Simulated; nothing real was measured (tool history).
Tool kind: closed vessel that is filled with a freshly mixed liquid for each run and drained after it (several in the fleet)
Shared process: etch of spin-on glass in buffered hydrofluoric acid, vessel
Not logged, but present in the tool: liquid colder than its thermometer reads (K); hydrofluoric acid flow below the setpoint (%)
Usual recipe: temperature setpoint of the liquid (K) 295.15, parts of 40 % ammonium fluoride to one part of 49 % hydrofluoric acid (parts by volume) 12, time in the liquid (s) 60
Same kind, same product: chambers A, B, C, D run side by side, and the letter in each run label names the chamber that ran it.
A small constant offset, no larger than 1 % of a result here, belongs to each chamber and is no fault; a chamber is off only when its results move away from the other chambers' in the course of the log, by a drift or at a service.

| run | hour | temperature setpoint of the liquid (K) | parts of 40 % ammonium fluoride to one part of 49 % hydrofluoric acid (parts by volume) | time in the liquid (s) | hours since the thermometer was replaced | hours since the hydrofluoric acid flow meter was replaced | read-back film thickness of the spin-on glass reference wafer, read on the same gauge (nm) | thickness taken off the spin-on glass on a monitor wafer (nm) |
|---|---|---|---|---|---|---|---|---|
| 1C | 4.4 | 295.15 | 12 | 60 | 965.7 | 144.6 | 140.01 | 229.24 |
| 2D | 9.5 | 295.15 | 12 | 60 | 693.1 | 205.6 | 139.98 | 226.91 |
| 3A | 14.8 | 295.15 | 12 | 60 | 1216.7 | 136.9 | 140 | 228.97 |
| 4B | 20.4 | 295.15 | 12 | 60 | 406.8 | 1955.5 | 140.01 | 224.76 |
| 5C | 26.5 | 295.15 | 12 | 60 | 987.8 | 166.7 | 139.98 | 228.68 |
| 6A | 32.6 | 295.15 | 12 | 60 | 1234.5 | 154.7 | 139.99 | 226.24 |
| 7D | 39.9 | 295.15 | 12 | 60 | 723.5 | 236 | 140.05 | 230.24 |
| 8B | 47 | 298.65 | 9 | 60 | 433.4 | 1982.1 | 139.97 | 345.39 |
| 9D | 53 | 298.65 | 9 | 60 | 736.6 | 249.1 | 139.98 | 346.19 |
| 10A | 60.4 | 298.65 | 9 | 60 | 1262.3 | 182.5 | 140 | 345.82 |
| 11C | 67.5 | 298.65 | 9 | 60 | 1028.8 | 207.7 | 140.01 | 355.86 |
| 12B | 71.9 | 295.15 | 12 | 60 | 458.3 | 2007 | 140.01 | 227.38 |
| 13C | 79.2 | 295.15 | 10 | 60 | 1040.5 | 219.4 | 140 | 272.35 |
| 14D | 83.3 | 295.15 | 10 | 60 | 766.9 | 279.4 | 139.99 | 272.23 |
| 15A | 88.2 | 295.15 | 10 | 60 | 1290.1 | 210.3 | 140.02 | 263.82 |
|  | 93 | chamber B: hydrofluoric acid flow meter replaced |
| 16B | 94.1 | 295.15 | 10 | 60 | 480.5 | 1.2 | 140.03 | 271.61 |
| 17D | 98.6 | 295.15 | 12 | 60 | 782.2 | 294.7 | 139.99 | 227.13 |
| 18B | 106.6 | 295.15 | 12 | 60 | 493 | 13.7 | 139.99 | 225.22 |
| 19A | 110.8 | 295.15 | 14.5 | 75 | 1312.7 | 232.9 | 140.02 | 222.57 |
| 20C | 117.3 | 295.15 | 14.5 | 75 | 1078.6 | 257.5 | 139.99 | 235.74 |
| 21D | 122.4 | 295.15 | 14.5 | 75 | 806 | 318.5 | 139.98 | 238.13 |
| 22C | 127.9 | 295.15 | 14.5 | 75 | 1089.2 | 268.1 | 139.99 | 237.43 |
| 23A | 131.8 | 295.15 | 12 | 60 | 1333.7 | 253.9 | 140.01 | 213.07 |
| 24B | 136.3 | 295.15 | 12 | 60 | 522.7 | 43.4 | 139.97 | 227.68 |
| 25A | 140.3 | 295.15 | 12 | 60 | 1342.2 | 262.4 | 139.99 | 212.21 |
| 26D | 144.9 | 295.15 | 12 | 60 | 828.5 | 341 | 139.97 | 228.19 |
| 27B | 149.2 | 295.15 | 12 | 60 | 535.6 | 56.3 | 140 | 226.38 |
| 28C | 155 | 295.15 | 12 | 60 | 1116.3 | 295.2 | 140.04 | 227.46 |
| 29C | 158.5 | 295.15 | 13.5 | 60 | 1119.8 | 298.7 | 140.01 | 199.83 |

Has any chamber moved away from the others, gradually or after a service, or does the common gauge drift, or do the chambers differ only by their own small steady offsets? State the chamber and the most likely cause if one applies.

It is chamber A that slowly wanders off from its peers.
Most likely cause: hydrofluoric acid flow below the setpoint (%) = 7.9.
Not necessarily distinguishable in this log from: liquid colder than its thermometer reads (K).

Here are 4 candidates for chamber A's next run, each the usual settings with a change, their results left as question marks. Which one brings its results back in line with what the others give on the usual settings?
Allowed miss from the other chambers' usual-settings mean, per result, to count as in line: thickness taken off the spin-on glass on a monitor wafer (nm) 5.5
| 30A-1 | 164.3 | 295.15 | 12 | 65 |  |  |  | ? |
| 30A-2 | 164.3 | 296.15 | 11 | 60 |  |  |  | ? |
| 30A-3 | 164.3 | 295.15 | 12.5 | 55 |  |  |  | ? |
| 30A-4 | 164.3 | 295.15 | 12 | 55 |  |  |  | ? |

Mean of the other chambers on the usual settings: thickness taken off the spin-on glass on a monitor wafer (nm) 227.04
| run | thickness taken off the spin-on glass on a monitor wafer (nm) |
|---|---|
| 30A-1 | 226.82 |
| 30A-2 | 240.59 |
| 30A-3 | 184.5 |
| 30A-4 | 191.92 |
30A-1 puts the chamber back in line with the other chambers.
